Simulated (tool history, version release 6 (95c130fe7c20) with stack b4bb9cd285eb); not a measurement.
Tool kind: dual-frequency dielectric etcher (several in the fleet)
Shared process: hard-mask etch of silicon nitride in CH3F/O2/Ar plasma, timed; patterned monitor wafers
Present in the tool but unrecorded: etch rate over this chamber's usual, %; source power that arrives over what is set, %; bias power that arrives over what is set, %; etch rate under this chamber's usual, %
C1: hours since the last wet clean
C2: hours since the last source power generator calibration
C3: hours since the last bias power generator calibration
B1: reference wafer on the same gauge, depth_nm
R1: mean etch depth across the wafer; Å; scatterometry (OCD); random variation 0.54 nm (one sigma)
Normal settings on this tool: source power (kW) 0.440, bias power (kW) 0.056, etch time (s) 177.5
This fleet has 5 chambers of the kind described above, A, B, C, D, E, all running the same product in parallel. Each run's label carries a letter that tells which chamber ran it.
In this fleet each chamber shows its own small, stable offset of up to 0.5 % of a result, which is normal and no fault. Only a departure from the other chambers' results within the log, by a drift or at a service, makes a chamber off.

Run 1D, day 0.262: usual settings; C1 585.7; C2 1254.2; C3 538.3; B1 118.83. Result: R1 1178.9 Å.
Run 2C, day 0.471: usual settings; C1 219.4; C2 533.7; C3 2623.7; B1 118.95. Result: R1 1184.1 Å.
Run 3A, day 0.862: usual settings; C1 346.7; C2 1250.6; C3 1954.8; B1 118.96. Result: R1 1195.6 Å.
Run 4B, day 1.058: usual settings; C1 338.0; C2 2231.8; C3 344.2; B1 118.81. Result: R1 1172.7 Å.
Run 5E, day 1.358: usual settings; C1 534.4; C2 1321.5; C3 1812.1; B1 119.08. Result: R1 1177.9 Å.
Run 6D, day 1.758: usual settings; C1 621.6; C2 1290.1; C3 574.2; B1 118.96. Result: R1 1173.4 Å.
At day 1.821: chamber D: wet clean of the chamber.
Run 7B, day 2.104: usual settings but bias power (kW) 0.064; C1 363.1; C2 2256.9; C3 369.3; B1 119.10. Result: R1 1230.9 Å.
Run 8A, day 2.317: usual settings but bias power (kW) 0.064; C1 381.6; C2 1285.5; C3 1989.7; B1 119.07. Result: R1 1239.1 Å.
At day 2.392: chamber A: wet clean of the chamber.
Run 9E, day 2.638: usual settings but bias power (kW) 0.064; C1 565.1; C2 1352.2; C3 1842.8; B1 119.06. Result: R1 1232.5 Å.
Run 10C, day 2.900: usual settings but bias power (kW) 0.064; C1 277.7; C2 592.0; C3 2682.0; B1 118.98. Result: R1 1235.3 Å.
Run 11C, day 3.167: usual settings but bias power (kW) 0.064; C1 284.1; C2 598.4; C3 2688.4; B1 119.08. Result: R1 1236.9 Å.
Run 12B, day 3.483: usual settings; C1 396.2; C2 2290.0; C3 402.4; B1 119.08. Result: R1 1184.3 Å.
Run 13E, day 3.879: usual settings; C1 594.9; C2 1382.0; C3 1872.6; B1 118.97. Result: R1 1186.1 Å.
At day 3.975: chamber E: wet clean of the chamber.
Run 14A, day 4.092: usual settings; C1 40.9; C2 1328.1; C3 2032.3; B1 118.95. Result: R1 1189.0 Å.
Run 15D, day 4.275: usual settings; C1 58.9; C2 1350.5; C3 634.6; B1 118.94. Result: R1 1181.4 Å.
Run 16C, day 4.533: usual settings; C1 316.9; C2 631.2; C3 2721.2; B1 119.05. Result: R1 1175.7 Å.
Run 17E, day 4.829: usual settings but source power (kW) 0.520, etch time (s) 217.0; C1 20.5; C2 1404.8; C3 1895.4; B1 118.95. Result: R1 1548.2 Å.
Run 18A, day 5.121: usual settings but source power (kW) 0.520, etch time (s) 217.0; C1 65.6; C2 1352.8; C3 2057.0; B1 119.12. Result: R1 1555.7 Å.
Run 19B, day 5.304: usual settings but source power (kW) 0.520, etch time (s) 217.0; C1 439.9; C2 2333.7; C3 446.1; B1 118.94. Result: R1 1527.2 Å.
Run 20D, day 5.554: usual settings but source power (kW) 0.520, etch time (s) 217.0; C1 89.6; C2 1381.2; C3 665.3; B1 118.93. Result: R1 1536.8 Å.
Run 21C, day 5.921: usual settings but source power (kW) 0.520, etch time (s) 217.0; C1 350.2; C2 664.5; C3 2754.5; B1 119.14. Result: R1 1533.6 Å.
Run 22B, day 6.221: usual settings; C1 461.9; C2 2355.7; C3 468.1; B1 119.01. Result: R1 1180.2 Å.
Run 23A, day 6.542: usual settings; C1 99.7; C2 1386.9; C3 2091.1; B1 119.08. Result: R1 1193.1 Å.
Run 24E, day 6.883: usual settings but source power (kW) 0.360; C1 69.8; C2 1454.1; C3 1944.7; B1 118.84. Result: R1 1088.1 Å.
Run 25D, day 7.204: usual settings but source power (kW) 0.360; C1 129.2; C2 1420.8; C3 704.9; B1 118.99. Result: R1 1091.1 Å.
Run 26C, day 7.408: usual settings but source power (kW) 0.360; C1 385.9; C2 700.2; C3 2790.2; B1 119.11. Result: R1 1099.3 Å.
Run 27E, day 7.671: usual settings but source power (kW) 0.360; C1 88.7; C2 1473.0; C3 1963.6; B1 119.03. Result: R1 1092.3 Å.
Run 28B, day 7.871: usual settings but source power (kW) 0.360; C1 501.5; C2 2395.3; C3 507.7; B1 119.09. Result: R1 1094.2 Å.
Run 29D, day 8.129: usual settings; C1 151.4; C2 1443.0; C3 727.1; B1 119.07. Result: R1 1186.2 Å.
Run 30A, day 8.454: usual settings; C1 145.6; C2 1432.8; C3 2137.0; B1 118.83. Result: R1 1188.9 Å.

Next, every chamber runs the same settings. What will each give?
Run 31A, day 8.750: usual settings but bias power (kW) 0.061. Result: R1 ?.
Run 31B, day 8.750: usual settings but bias power (kW) 0.061. Result: R1 ?.
Run 31C, day 8.750: usual settings but bias power (kW) 0.061. Result: R1 ?.
Run 31D, day 8.750: usual settings but bias power (kW) 0.061. Result: R1 ?.
Run 31E, day 8.750: usual settings but bias power (kW) 0.061. Result: R1 ?.

run      R1
31A  1232.7
31B  1216.8
31C  1218.7
31D  1227.8
31E  1213.1
